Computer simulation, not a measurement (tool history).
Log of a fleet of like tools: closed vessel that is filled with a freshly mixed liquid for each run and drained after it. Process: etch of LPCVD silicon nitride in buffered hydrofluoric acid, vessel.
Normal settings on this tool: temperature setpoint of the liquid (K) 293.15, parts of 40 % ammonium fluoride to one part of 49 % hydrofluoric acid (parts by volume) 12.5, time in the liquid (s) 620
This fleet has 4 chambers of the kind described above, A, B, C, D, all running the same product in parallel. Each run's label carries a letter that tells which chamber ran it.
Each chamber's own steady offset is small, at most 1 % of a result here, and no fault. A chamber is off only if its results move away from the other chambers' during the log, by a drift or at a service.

run	hour	temperature setpoint of the liquid (K)	parts of 40 % ammonium fluoride to one part of 49 % hydrofluoric acid (parts by volume)	time in the liquid (s)	read-back film thickness of the LPCVD silicon nitride reference wafer, read on the same gauge (nm)	thickness taken off the LPCVD silicon nitride on a monitor wafer (Å)
1C	5.1	293.15	12.5	620	149.96	60.922
2D	10.1	293.15	12.5	620	150.01	61.839
3B	13.4	293.15	12.5	620	150.01	61.258
4A	16.9	293.15	12.5	620	149.98	62.126
5D	22.6	293.15	8.5	505	150.02	71.229
6A	26.1	293.15	8.5	505	149.99	68.987
7B	29.5	293.15	8.5	505	150.01	71.299
8C	33.3	293.15	8.5	505	149.97	70.057
9D	38.1	293.15	12.5	620	149.96	61.679
10C	41.3	293.15	12.5	620	149.96	60.288
11A	44.4	293.15	12.5	620	149.98	59.718
12B	49.5	293.15	12.5	620	150.01	61.858
13A	52.6	293.15	12.5	620	150	58.894
14C	58	293.15	12.5	620	149.96	61.11
15D	64.1	293.15	12.5	620	150.04	61.856
16B	69.9	293.15	12.5	620	149.97	61.637
17C	75.3	297.15	12.5	620	149.97	76.241
18B	80	297.15	12.5	620	150	77.425
19A	85.4	297.15	12.5	620	150	73.868
20D	91.1	297.15	12.5	620	150	77.95
21C	96.2	293.15	12.5	620	150.01	61.261
22D	100.8	293.15	12.5	620	150.03	61.731
23A	104.7	293.15	12.5	620	149.99	57.856
24B	107.5	293.15	12.5	620	150.03	61.627
25C	112	293.15	12.5	620	150	60.931
26A	115.4	293.15	12.5	620	149.95	56.628
27D	121	293.15	12.5	620	150.01	60.944
# hour 122.9: chamber C: hydrofluoric acid flow meter replaced
28B	124.4	293.15	12.5	620	150.01	60.969
29C	127.1	293.15	12.5	620	149.98	61.77
30D	130.9	293.15	12.5	620	149.97	62.112
31B	134.4	293.15	12.5	620	150	61.284
32A	138.5	293.15	12.5	620	149.99	55.649
33A	143.8	293.15	12.5	620	149.99	56.325
34B	148.4	293.15	14	410	150.02	36.637
35C	154.1	293.15	14	410	150	36.355
36D	157.5	293.15	14	410	150	36.564
37D	162.4	293.15	14	410	150.02	36.54
38C	167.5	293.15	12.5	620	150.04	61.131
39A	172.2	293.15	12.5	620	149.97	53.877
40B	176.2	293.15	12.5	620	150	61.613

The same settings go to every chamber for the next run, one line per chamber below. Forecast the results for each:
41A	180.6	293.15	9.5	620		?
41B	180.6	293.15	9.5	620		?
41C	180.6	293.15	9.5	620		?
41D	180.6	293.15	9.5	620		?

run	thickness taken off the LPCVD silicon nitride on a monitor wafer (Å)
41A	70.657
41B	78.948
41C	79.474
41D	80.166
